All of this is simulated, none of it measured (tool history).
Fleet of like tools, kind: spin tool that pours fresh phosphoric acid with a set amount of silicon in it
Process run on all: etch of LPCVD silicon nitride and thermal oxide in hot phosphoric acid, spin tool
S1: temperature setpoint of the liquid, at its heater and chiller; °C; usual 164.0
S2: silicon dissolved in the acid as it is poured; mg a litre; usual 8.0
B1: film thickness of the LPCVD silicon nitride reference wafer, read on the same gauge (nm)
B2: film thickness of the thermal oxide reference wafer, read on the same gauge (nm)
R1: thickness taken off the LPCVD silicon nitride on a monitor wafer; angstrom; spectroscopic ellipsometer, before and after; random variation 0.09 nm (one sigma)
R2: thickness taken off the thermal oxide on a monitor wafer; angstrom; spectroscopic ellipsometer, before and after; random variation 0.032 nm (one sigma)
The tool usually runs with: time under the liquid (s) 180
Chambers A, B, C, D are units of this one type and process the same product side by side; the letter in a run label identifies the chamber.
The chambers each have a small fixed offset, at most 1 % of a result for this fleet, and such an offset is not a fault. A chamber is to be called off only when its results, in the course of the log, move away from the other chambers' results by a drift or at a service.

run 1D day=0.350 | S1=164.0 S2=8.0 time_under_the_liquid_(s)=180 | B1=130.02 B2=99.980 | R1=201.620 R2=6.5532
run 2B day=0.646 | S1=164.0 S2=8.0 time_under_the_liquid_(s)=180 | B1=129.99 B2=100.010 | R1=199.290 R2=6.3766
run 3A day=0.892 | S1=164.0 S2=8.0 time_under_the_liquid_(s)=180 | B1=130.00 B2=100.000 | R1=200.910 R2=6.4833
run 4C day=1.083 | S1=164.0 S2=8.0 time_under_the_liquid_(s)=180 | B1=130.01 B2=99.993 | R1=200.340 R2=5.3351
run 5A day=1.458 | S1=164.0 S2=8.0 time_under_the_liquid_(s)=180 | B1=129.97 B2=99.998 | R1=201.720 R2=5.9899
run 6C day=1.788 | S1=165.0 S2=5.5 time_under_the_liquid_(s)=180 | B1=129.98 B2=99.976 | R1=208.630 R2=6.9302
run 7B day=2.004 | S1=165.0 S2=5.5 time_under_the_liquid_(s)=180 | B1=129.97 B2=99.993 | R1=205.800 R2=6.3493
run 8D day=2.271 | S1=165.0 S2=5.5 time_under_the_liquid_(s)=180 | B1=129.98 B2=99.967 | R1=206.950 R2=6.9157
run 9D day=2.496 | S1=165.0 S2=5.5 time_under_the_liquid_(s)=180 | B1=129.99 B2=99.999 | R1=208.540 R2=7.3508
run 10A day=2.883 | S1=164.0 S2=8.0 time_under_the_liquid_(s)=180 | B1=129.97 B2=100.010 | R1=199.520 R2=5.5031
run 11B day=3.192 | S1=164.0 S2=8.0 time_under_the_liquid_(s)=180 | B1=130.00 B2=100.010 | R1=199.200 R2=6.4650
run 12C day=3.554 | S1=164.0 S2=8.0 time_under_the_liquid_(s)=180 | B1=129.98 B2=99.995 | R1=201.670 R2=6.0604
run 13A day=3.846 | S1=164.0 S2=8.0 time_under_the_liquid_(s)=180 | B1=130.00 B2=99.986 | R1=199.000 R2=5.4310
-- day=3.979 chamber D: dissolved silicon flow meter replaced
run 14C day=4.158 | S1=164.0 S2=8.0 time_under_the_liquid_(s)=180 | B1=129.96 B2=100.010 | R1=203.170 R2=6.0477
run 15D day=4.500 | S1=164.0 S2=8.0 time_under_the_liquid_(s)=180 | B1=129.99 B2=100.000 | R1=199.870 R2=5.6822
run 16B day=4.896 | S1=164.0 S2=8.0 time_under_the_liquid_(s)=180 | B1=130.00 B2=99.978 | R1=199.770 R2=5.5646
run 17A day=5.275 | S1=164.0 S2=8.0 time_under_the_liquid_(s)=180 | B1=130.00 B2=100.000 | R1=201.110 R2=6.2329
run 18B day=5.546 | S1=164.0 S2=8.0 time_under_the_liquid_(s)=180 | B1=129.99 B2=99.999 | R1=199.120 R2=6.3472
run 19D day=5.821 | S1=164.0 S2=8.0 time_under_the_liquid_(s)=80 | B1=130.01 B2=100.020 | R1=89.049 R2=2.7843
run 20C day=6.042 | S1=164.0 S2=8.0 time_under_the_liquid_(s)=80 | B1=130.03 B2=99.974 | R1=89.921 R2=2.3963
-- day=6.271 chamber C: heated supply line repaired
run 21C day=6.283 | S1=164.0 S2=8.0 time_under_the_liquid_(s)=80 | B1=129.99 B2=100.030 | R1=89.924 R2=2.5518
run 22D day=6.475 | S1=164.0 S2=8.0 time_under_the_liquid_(s)=80 | B1=130.00 B2=99.983 | R1=89.130 R2=2.2996
run 23A day=6.692 | S1=164.0 S2=8.0 time_under_the_liquid_(s)=180 | B1=130.01 B2=100.010 | R1=199.800 R2=6.6222
run 24B day=7.033 | S1=164.0 S2=8.0 time_under_the_liquid_(s)=180 | B1=130.01 B2=99.991 | R1=197.790 R2=5.1612
run 25D day=7.325 | S1=164.0 S2=8.0 time_under_the_liquid_(s)=180 | B1=130.03 B2=100.030 | R1=201.650 R2=6.3836
run 26B day=7.554 | S1=164.0 S2=8.0 time_under_the_liquid_(s)=180 | B1=130.04 B2=100.010 | R1=199.630 R2=6.0905
run 27A day=7.854 | S1=164.0 S2=8.0 time_under_the_liquid_(s)=180 | B1=130.01 B2=100.000 | R1=200.640 R2=6.0758
run 28C day=8.071 | S1=164.0 S2=8.0 time_under_the_liquid_(s)=180 | B1=129.95 B2=99.998 | R1=203.040 R2=6.4322
run 29C day=8.388 | S1=164.0 S2=8.0 time_under_the_liquid_(s)=180 | B1=130.01 B2=99.975 | R1=200.750 R2=6.0879
run 30D day=8.567 | S1=161.5 S2=8.0 time_under_the_liquid_(s)=145 | B1=130.03 B2=100.010 | R1=150.070 R2=3.8079

Predict what each chamber gives when all 4 of them run the settings below next.
run 31A day=8.850 | S1=164.0 S2=8.0 time_under_the_liquid_(s)=180 | R1=? R2=?
run 31B day=8.850 | S1=164.0 S2=8.0 time_under_the_liquid_(s)=180 | R1=? R2=?
run 31C day=8.850 | S1=164.0 S2=8.0 time_under_the_liquid_(s)=180 | R1=? R2=?
run 31D day=8.850 | S1=164.0 S2=8.0 time_under_the_liquid_(s)=180 | R1=? R2=?

run=31A R1=200.230 R2=6.1384
run=31B R1=199.620 R2=5.5804
run=31C R1=202.570 R2=5.7193
run=31D R1=201.730 R2=6.1035
